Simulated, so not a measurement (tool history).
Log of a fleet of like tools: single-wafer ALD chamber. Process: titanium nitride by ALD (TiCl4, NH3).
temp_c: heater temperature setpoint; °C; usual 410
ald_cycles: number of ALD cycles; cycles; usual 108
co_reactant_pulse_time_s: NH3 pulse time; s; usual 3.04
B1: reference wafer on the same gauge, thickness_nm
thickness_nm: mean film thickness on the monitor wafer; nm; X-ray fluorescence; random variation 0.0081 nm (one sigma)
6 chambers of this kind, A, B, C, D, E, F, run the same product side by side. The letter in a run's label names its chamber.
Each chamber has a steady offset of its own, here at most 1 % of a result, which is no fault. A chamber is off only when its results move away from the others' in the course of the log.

{"run": "1A", "hour": 16.0, "temp_c": 410, "ald_cycles": 108, "co_reactant_pulse_time_s": 3.04, "B1": 2.6078, "thickness_nm": 2.4154}
{"run": "2C", "hour": 24.9, "temp_c": 410, "ald_cycles": 108, "co_reactant_pulse_time_s": 3.04, "B1": 2.61, "thickness_nm": 2.4149}
{"run": "3B", "hour": 39.2, "temp_c": 410, "ald_cycles": 108, "co_reactant_pulse_time_s": 3.04, "B1": 2.6119, "thickness_nm": 2.4507}
{"run": "4F", "hour": 46.7, "temp_c": 410, "ald_cycles": 108, "co_reactant_pulse_time_s": 3.04, "B1": 2.6081, "thickness_nm": 2.4223}
{"run": "5E", "hour": 55.8, "temp_c": 410, "ald_cycles": 108, "co_reactant_pulse_time_s": 3.04, "B1": 2.6096, "thickness_nm": 2.4236}
{"run": "6D", "hour": 68.0, "temp_c": 410, "ald_cycles": 108, "co_reactant_pulse_time_s": 3.04, "B1": 2.61, "thickness_nm": 2.4431}
{"run": "7F", "hour": 82.4, "temp_c": 410, "ald_cycles": 108, "co_reactant_pulse_time_s": 3.04, "B1": 2.6074, "thickness_nm": 2.4261}
{"run": "8E", "hour": 96.4, "temp_c": 410, "ald_cycles": 108, "co_reactant_pulse_time_s": 3.04, "B1": 2.609, "thickness_nm": 2.4117}
{"run": "9B", "hour": 107.4, "temp_c": 410, "ald_cycles": 108, "co_reactant_pulse_time_s": 3.04, "B1": 2.6123, "thickness_nm": 2.4516}
{"run": "10A", "hour": 119.6, "temp_c": 410, "ald_cycles": 108, "co_reactant_pulse_time_s": 3.04, "B1": 2.6109, "thickness_nm": 2.4116}
{"run": "11D", "hour": 128.5, "temp_c": 410, "ald_cycles": 108, "co_reactant_pulse_time_s": 3.04, "B1": 2.6118, "thickness_nm": 2.4314}
{"run": "12C", "hour": 144.8, "temp_c": 410, "ald_cycles": 123, "co_reactant_pulse_time_s": 2.39, "B1": 2.6117, "thickness_nm": 2.7068}
{"run": "13D", "hour": 157.4, "temp_c": 410, "ald_cycles": 123, "co_reactant_pulse_time_s": 2.39, "B1": 2.6096, "thickness_nm": 2.7366}
{"run": "14B", "hour": 172.1, "temp_c": 410, "ald_cycles": 123, "co_reactant_pulse_time_s": 2.39, "B1": 2.609, "thickness_nm": 2.756}
{"run": "15F", "hour": 188.5, "temp_c": 410, "ald_cycles": 123, "co_reactant_pulse_time_s": 2.39, "B1": 2.6079, "thickness_nm": 2.7422}
{"run": "16A", "hour": 195.6, "temp_c": 410, "ald_cycles": 123, "co_reactant_pulse_time_s": 2.39, "B1": 2.6091, "thickness_nm": 2.7352}
{"run": "17C", "hour": 205.5, "temp_c": 410, "ald_cycles": 123, "co_reactant_pulse_time_s": 2.39, "B1": 2.61, "thickness_nm": 2.7234}
{"run": "18E", "hour": 218.3, "temp_c": 410, "ald_cycles": 108, "co_reactant_pulse_time_s": 3.04, "B1": 2.6099, "thickness_nm": 2.4103}
{"run": "19E", "hour": 230.7, "temp_c": 410, "ald_cycles": 108, "co_reactant_pulse_time_s": 3.04, "B1": 2.6125, "thickness_nm": 2.4326}
{"run": "20C", "hour": 243.6, "temp_c": 410, "ald_cycles": 108, "co_reactant_pulse_time_s": 3.04, "B1": 2.6085, "thickness_nm": 2.3961}
{"run": "21B", "hour": 255.5, "temp_c": 410, "ald_cycles": 108, "co_reactant_pulse_time_s": 3.04, "B1": 2.6106, "thickness_nm": 2.4452}
{"run": "22A", "hour": 265.1, "temp_c": 410, "ald_cycles": 108, "co_reactant_pulse_time_s": 3.04, "B1": 2.6063, "thickness_nm": 2.423}
{"run": "23D", "hour": 272.3, "temp_c": 410, "ald_cycles": 108, "co_reactant_pulse_time_s": 3.04, "B1": 2.6101, "thickness_nm": 2.4148}
{"run": "24F", "hour": 284.8, "temp_c": 421, "ald_cycles": 116, "co_reactant_pulse_time_s": 3.04, "B1": 2.611, "thickness_nm": 2.6194}
{"run": "25C", "hour": 300.6, "temp_c": 421, "ald_cycles": 116, "co_reactant_pulse_time_s": 3.04, "B1": 2.6084, "thickness_nm": 2.5743}
{"run": "26D", "hour": 312.1, "temp_c": 421, "ald_cycles": 116, "co_reactant_pulse_time_s": 3.04, "B1": 2.6111, "thickness_nm": 2.6281}
{"run": "27A", "hour": 327.6, "temp_c": 421, "ald_cycles": 116, "co_reactant_pulse_time_s": 3.04, "B1": 2.6118, "thickness_nm": 2.6155}
{"run": "28F", "hour": 335.8, "temp_c": 421, "ald_cycles": 116, "co_reactant_pulse_time_s": 3.04, "B1": 2.6112, "thickness_nm": 2.6047}
{"run": "29E", "hour": 344.2, "temp_c": 421, "ald_cycles": 116, "co_reactant_pulse_time_s": 3.04, "B1": 2.6081, "thickness_nm": 2.6026}
{"run": "30B", "hour": 360.7, "temp_c": 410, "ald_cycles": 108, "co_reactant_pulse_time_s": 3.04, "B1": 2.6082, "thickness_nm": 2.4382}
{"run": "31F", "hour": 377.0, "temp_c": 410, "ald_cycles": 108, "co_reactant_pulse_time_s": 3.04, "B1": 2.607, "thickness_nm": 2.4201}
{"run": "32A", "hour": 390.5, "temp_c": 410, "ald_cycles": 108, "co_reactant_pulse_time_s": 3.04, "B1": 2.6106, "thickness_nm": 2.4283}
{"run": "33E", "hour": 403.8, "temp_c": 410, "ald_cycles": 108, "co_reactant_pulse_time_s": 3.04, "B1": 2.6091, "thickness_nm": 2.4026}
{"run": "34C", "hour": 414.0, "temp_c": 410, "ald_cycles": 108, "co_reactant_pulse_time_s": 3.04, "B1": 2.6094, "thickness_nm": 2.3865}
{"run": "35B", "hour": 424.5, "temp_c": 410, "ald_cycles": 108, "co_reactant_pulse_time_s": 3.04, "B1": 2.6114, "thickness_nm": 2.4324}
{"run": "36D", "hour": 432.9, "temp_c": 410, "ald_cycles": 108, "co_reactant_pulse_time_s": 3.04, "B1": 2.6098, "thickness_nm": 2.4267}
{"run": "37A", "hour": 448.1, "temp_c": 410, "ald_cycles": 108, "co_reactant_pulse_time_s": 3.04, "B1": 2.6079, "thickness_nm": 2.4133}
{"run": "38C", "hour": 457.5, "temp_c": 410, "ald_cycles": 108, "co_reactant_pulse_time_s": 3.04, "B1": 2.608, "thickness_nm": 2.4034}
{"run": "39E", "hour": 468.1, "temp_c": 410, "ald_cycles": 108, "co_reactant_pulse_time_s": 3.04, "B1": 2.6094, "thickness_nm": 2.4144}
{"run": "40F", "hour": 476.6, "temp_c": 396, "ald_cycles": 108, "co_reactant_pulse_time_s": 2.4, "B1": 2.6071, "thickness_nm": 2.4128}
{"run": "41D", "hour": 491.1, "temp_c": 396, "ald_cycles": 108, "co_reactant_pulse_time_s": 2.4, "B1": 2.6086, "thickness_nm": 2.3976}
{"run": "42B", "hour": 507.6, "temp_c": 396, "ald_cycles": 108, "co_reactant_pulse_time_s": 2.4, "B1": 2.6094, "thickness_nm": 2.3993}
{"run": "43A", "hour": 515.7, "temp_c": 396, "ald_cycles": 108, "co_reactant_pulse_time_s": 2.4, "B1": 2.6092, "thickness_nm": 2.3893}
{"run": "44E", "hour": 530.4, "temp_c": 396, "ald_cycles": 108, "co_reactant_pulse_time_s": 2.4, "B1": 2.611, "thickness_nm": 2.3871}

Is one chamber off against the others, does the gauge drift, or is nothing wrong? If a chamber is off, say which, and what the likeliest cause is.

No chamber stands off beyond its own small offset, and the gauge holds steady.
